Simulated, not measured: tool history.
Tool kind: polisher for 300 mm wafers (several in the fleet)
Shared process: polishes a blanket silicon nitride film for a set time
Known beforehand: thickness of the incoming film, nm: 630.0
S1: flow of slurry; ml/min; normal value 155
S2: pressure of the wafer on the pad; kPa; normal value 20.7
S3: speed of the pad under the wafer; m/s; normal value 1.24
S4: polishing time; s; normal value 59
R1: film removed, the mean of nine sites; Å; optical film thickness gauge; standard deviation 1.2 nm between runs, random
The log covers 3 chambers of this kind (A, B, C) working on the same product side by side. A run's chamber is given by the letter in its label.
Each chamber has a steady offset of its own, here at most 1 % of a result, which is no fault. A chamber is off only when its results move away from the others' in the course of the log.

run,hour,S1,S2,S3,S4,R1
1A,2.4,155,20.7,1.24,59,1019.70
2C,6.6,155,20.7,1.24,59,1028.60
3B,9.2,155,20.7,1.24,59,1002.20
4A,13.1,155,20.7,1.24,59,1029.40
5B,16.6,155,20.7,1.24,59,1054.80
# hour 17.2: chamber B: worn pad replaced by a new one
6C,20.8,155,20.7,1.24,59,1013.10
7B,24.1,155,20.7,1.24,59,1037.40
8C,26.2,155,20.7,1.24,59,1013.40
9A,30.8,155,20.7,0.82,45,568.79
10A,32.9,155,20.7,0.82,45,569.45
11B,36.9,155,20.7,0.82,45,558.96
12C,40.0,155,20.7,1.24,59,1019.30
13C,42.7,155,26.2,1.24,59,1292.20
14B,46.9,155,26.2,1.24,59,1316.70
15A,50.5,155,26.2,1.24,59,1296.10
16A,54.6,155,20.7,1.24,59,1029.90
17C,59.2,155,20.7,1.24,59,1045.20
18B,63.3,155,20.7,1.24,59,1032.90
19B,66.4,155,20.7,1.24,59,1034.90
20A,70.4,155,20.7,1.24,59,1021.90
21C,73.8,155,20.7,1.24,59,1043.80
22A,75.9,155,20.7,1.24,59,1014.80
23B,78.7,155,20.7,1.24,59,1026.00
24C,81.5,155,20.7,1.24,59,1042.70
# hour 85.5: chamber C: worn pad replaced by a new one
25C,85.8,155,20.7,1.24,59,1033.40
# hour 87.1: chamber A: worn pad replaced by a new one
26A,89.6,155,23.4,1.24,79,1514.40
27B,92.3,155,23.4,1.24,79,1548.40
28C,96.4,155,23.4,1.24,79,1566.90
29B,100.5,200,20.7,1.58,59,1284.40
30A,102.7,200,20.7,1.58,59,1244.50
31B,106.7,200,20.7,1.58,59,1280.80
32C,111.2,155,20.7,1.24,59,1054.60
33A,114.9,155,20.7,1.24,59,966.48
34C,118.9,155,20.7,1.24,59,1042.30
35B,121.9,155,20.7,1.24,59,1027.30
36A,125.4,155,20.7,1.24,59,974.66

For the next run the whole fleet of 3 chambers uses the same settings. Give each chamber's results:
37A,128.8,155,20.7,1.24,59,?
37B,128.8,155,20.7,1.24,59,?
37C,128.8,155,20.7,1.24,59,?

run,R1
37A,983.65
37B,1039.00
37C,1029.50

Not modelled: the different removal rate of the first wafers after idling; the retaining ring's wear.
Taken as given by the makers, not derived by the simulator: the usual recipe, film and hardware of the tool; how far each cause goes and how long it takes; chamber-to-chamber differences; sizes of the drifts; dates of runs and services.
